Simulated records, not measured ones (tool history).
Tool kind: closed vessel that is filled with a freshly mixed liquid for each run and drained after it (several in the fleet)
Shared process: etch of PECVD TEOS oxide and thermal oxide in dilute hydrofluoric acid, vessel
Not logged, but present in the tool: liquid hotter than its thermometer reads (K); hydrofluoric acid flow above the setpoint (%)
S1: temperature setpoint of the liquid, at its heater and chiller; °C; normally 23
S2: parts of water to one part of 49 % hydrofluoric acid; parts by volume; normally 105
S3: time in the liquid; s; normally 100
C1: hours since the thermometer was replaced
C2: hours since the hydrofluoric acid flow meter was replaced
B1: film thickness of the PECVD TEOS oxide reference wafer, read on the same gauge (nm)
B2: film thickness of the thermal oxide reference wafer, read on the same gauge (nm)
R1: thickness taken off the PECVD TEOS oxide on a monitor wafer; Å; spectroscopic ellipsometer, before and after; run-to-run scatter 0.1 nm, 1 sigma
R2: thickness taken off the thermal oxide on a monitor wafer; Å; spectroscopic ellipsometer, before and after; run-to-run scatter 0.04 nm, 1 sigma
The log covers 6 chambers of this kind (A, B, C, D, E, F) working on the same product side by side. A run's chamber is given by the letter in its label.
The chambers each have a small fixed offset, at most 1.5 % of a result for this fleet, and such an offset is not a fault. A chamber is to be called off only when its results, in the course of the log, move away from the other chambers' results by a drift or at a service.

run	hour	S1	S2	S3	C1	C2	B1	B2	R1	R2
1B	4.4	23	105	100	50.2	1935.5	100	69.999	111.44	42.39
2E	10.8	23	105	100	1748.6	985.5	99.973	70.019	114.59	42.087
# hour 11.2: chamber B: hydrofluoric acid flow meter replaced
3A	15.8	23	105	100	167.9	354.4	100.01	70.002	109.76	41.689
4D	22.1	23	105	100	373.4	992.8	100	70.003	113.6	43.068
5C	30.2	23	105	100	367	214	100.03	70.001	111.57	43.025
6F	38.7	23	125	100	1322.9	354.8	100.01	69.993	93.529	35.325
7E	43.6	23	125	100	1781.4	1018.3	99.976	69.993	93.048	35.061
8B	50.4	23	125	100	96.2	39.3	99.982	70.006	90.229	34.594
9D	58.3	23	125	100	409.6	1029	99.986	69.994	91.019	34.615
10F	66.5	23	125	100	1350.7	382.6	99.992	70.001	94.613	34.24
11A	71	23	125	100	223.1	409.6	100.01	70.014	93.758	35.428
12C	75.1	23	105	100	411.9	258.9	99.985	70.016	111.98	42.988
13E	79.6	23	105	100	1817.4	1054.3	99.992	70.001	112.19	41.922
14D	85.2	23	105	100	436.5	1055.9	99.992	70.009	112.73	42.46
15B	90.9	23	105	100	136.7	79.8	99.956	69.998	112.71	41.766
16A	95.8	23	105	100	247.9	434.4	100	69.993	112.68	42.542
# hour 97.3: chamber F: thermometer replaced
17C	104.5	23	105	100	441.3	288.3	99.968	70.015	112.59	42.876
18F	114	23	105	100	16.8	430.1	99.996	70.008	115.35	42.576
19A	123.3	23	105	100	275.4	461.9	99.99	70.018	113.78	41.826
20F	132.5	23	105	100	35.3	448.6	99.984	69.997	114.28	42.575
21C	136.8	24.5	120	100	473.6	320.6	100.02	70.008	102.5	38.738
22B	142.4	24.5	120	100	188.2	131.3	100.02	70.003	100.98	38.471
23D	149.3	24.5	120	100	500.6	1120	99.974	70.019	102.9	39.581
24E	158	24.5	120	100	1895.8	1132.7	99.983	70.002	103.57	38.87
25E	164.5	24.5	120	100	1902.3	1139.2	99.988	69.996	102.23	38.994
26F	173.8	24.5	120	100	76.6	489.9	99.993	70.008	102.9	39.085
27B	180.9	23	105	100	226.7	169.8	99.994	70.007	110.68	42.11
28D	190	23	105	100	541.3	1160.7	99.981	70.009	113.94	43.022
29A	196.3	23	105	100	348.4	534.9	100	70.003	111.64	41.854
30C	202.4	26	105	100	539.2	386.2	100	70.003	125.17	47.894
31C	207.8	26	105	100	544.6	391.6	100	69.991	126.37	47.639
32E	216.1	26	105	100	1953.9	1190.8	100.01	70.001	126.77	47.581
33D	225.6	26	105	100	576.9	1196.3	99.969	70.005	125.77	47.932
34A	230	26	105	100	382.1	568.6	99.987	69.999	127.33	48.127
35B	238.7	26	105	100	284.5	227.6	99.95	69.994	123.03	47.228
36F	247.7	23	105	100	150.5	563.8	99.965	70.006	114.5	42.444
37F	253.8	23	105	100	156.6	569.9	99.972	69.995	114.6	42.392
38C	263.1	23	105	100	599.9	446.9	100.02	69.98	112.66	42.681
39E	267.7	23	105	100	2005.5	1242.4	99.989	70.006	112.27	42.509
40A	276.4	25.5	105	100	428.5	615	100	70.004	122.49	46.925
41D	285.1	25.5	105	100	636.4	1255.8	99.995	69.985	124.69	46.471
42B	291.4	25.5	105	100	337.2	280.3	100.03	70.002	122.98	46.46

The same settings go to every chamber for the next run, one line per chamber below. Forecast the results for each:
43A	298.3	23	105	135					?	?
43B	298.3	23	105	135					?	?
43C	298.3	23	105	135					?	?
43D	298.3	23	105	135					?	?
43E	298.3	23	105	135					?	?
43F	298.3	23	105	135					?	?

run	R1	R2
43A	152.13	57.021
43B	152.01	56.091
43C	151.98	58.553
43D	154.27	57.803
43E	152.9	58.192
43F	153	56.197

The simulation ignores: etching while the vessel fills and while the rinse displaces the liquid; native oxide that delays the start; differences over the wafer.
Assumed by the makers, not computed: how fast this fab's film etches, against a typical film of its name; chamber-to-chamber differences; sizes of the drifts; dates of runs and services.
